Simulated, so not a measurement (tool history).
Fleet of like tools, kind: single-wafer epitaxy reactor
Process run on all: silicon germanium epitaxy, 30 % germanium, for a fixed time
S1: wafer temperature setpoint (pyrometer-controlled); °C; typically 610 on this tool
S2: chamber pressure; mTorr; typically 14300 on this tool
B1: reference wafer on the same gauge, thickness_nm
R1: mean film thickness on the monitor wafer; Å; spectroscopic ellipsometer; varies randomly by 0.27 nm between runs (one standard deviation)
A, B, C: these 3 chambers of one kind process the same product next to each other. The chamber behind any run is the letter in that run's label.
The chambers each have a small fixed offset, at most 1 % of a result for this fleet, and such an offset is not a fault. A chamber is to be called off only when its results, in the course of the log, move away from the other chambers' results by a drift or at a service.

Run 1A, hour 6.0: usual settings; B1 56.304. Result: R1 616.60 Å.
Run 2B, hour 11.1: usual settings; B1 56.265. Result: R1 620.98 Å.
Run 3C, hour 19.6: usual settings; B1 56.298. Result: R1 614.15 Å.
Run 4A, hour 25.3: usual settings; B1 56.306. Result: R1 614.50 Å.
Run 5C, hour 33.6: usual settings; B1 56.262. Result: R1 620.09 Å.
Run 6B, hour 38.1: usual settings; B1 56.315. Result: R1 621.44 Å.
Run 7A, hour 44.6: usual settings; B1 56.315. Result: R1 619.56 Å.
Run 8B, hour 49.9: usual settings; B1 56.229. Result: R1 625.54 Å.
Run 9C, hour 56.0: usual settings; B1 56.262. Result: R1 621.36 Å.
Run 10B, hour 60.0: usual settings; B1 56.297. Result: R1 617.98 Å.
Run 11C, hour 64.7: usual settings; B1 56.326. Result: R1 613.57 Å.
Run 12A, hour 72.1: usual settings; B1 56.376. Result: R1 615.45 Å.
Run 13C, hour 78.6: usual settings; B1 56.313. Result: R1 610.63 Å.
Run 14B, hour 83.9: usual settings; B1 56.347. Result: R1 620.63 Å.
Run 15A, hour 91.1: usual settings; B1 56.265. Result: R1 613.40 Å.
Run 16A, hour 95.8: usual settings; B1 56.253. Result: R1 612.96 Å.
Run 17C, hour 101.8: usual settings; B1 56.254. Result: R1 617.08 Å.
Run 18B, hour 107.0: usual settings; B1 56.275. Result: R1 620.77 Å.
Run 19C, hour 114.4: usual settings; B1 56.349. Result: R1 615.33 Å.
Run 20A, hour 119.2: usual settings; B1 56.286. Result: R1 618.09 Å.
Run 21B, hour 125.4: usual settings; B1 56.342. Result: R1 621.15 Å.
Run 22C, hour 129.7: usual settings but S1 603 °C; B1 56.298. Result: R1 549.71 Å.
Run 23B, hour 138.3: usual settings but S1 603 °C; B1 56.341. Result: R1 548.14 Å.
Run 24A, hour 143.2: usual settings but S1 603 °C; B1 56.251. Result: R1 547.64 Å.
Run 25B, hour 148.4: usual settings; B1 56.234. Result: R1 619.92 Å.
At hour 151.1: chamber C: pyrometer calibrated.
Run 26A, hour 155.6: usual settings; B1 56.371. Result: R1 612.93 Å.
Run 27C, hour 163.0: usual settings; B1 56.266. Result: R1 645.09 Å.
Run 28C, hour 172.1: usual settings but S1 605 °C, S2 12000 mTorr; B1 56.323. Result: R1 550.40 Å.
Run 29A, hour 178.8: usual settings but S1 605 °C, S2 12000 mTorr; B1 56.314. Result: R1 525.96 Å.
Run 30B, hour 186.2: usual settings but S1 605 °C, S2 12000 mTorr; B1 56.298. Result: R1 529.89 Å.
Run 31A, hour 193.9: usual settings; B1 56.312. Result: R1 610.06 Å.
Run 32B, hour 202.4: usual settings; B1 56.294. Result: R1 620.41 Å.
Run 33C, hour 210.4: usual settings; B1 56.334. Result: R1 641.79 Å.
Run 34A, hour 218.7: usual settings; B1 56.286. Result: R1 613.33 Å.
Run 35C, hour 222.9: usual settings; B1 56.271. Result: R1 649.86 Å.
At hour 227.4: chamber A: pyrometer calibrated.
Run 36B, hour 230.0: usual settings; B1 56.264. Result: R1 621.52 Å.
Run 37A, hour 236.4: usual settings; B1 56.221. Result: R1 616.94 Å.
Run 38B, hour 245.0: usual settings; B1 56.318. Result: R1 619.76 Å.

For the next run the whole fleet of 3 chambers uses the same settings. Give each chamber's results:
Run 39A, hour 251.6: usual settings. Result: R1 ?.
Run 39B, hour 251.6: usual settings. Result: R1 ?.
Run 39C, hour 251.6: usual settings. Result: R1 ?.

run      R1
39A  613.25
39B  620.85
39C  644.29
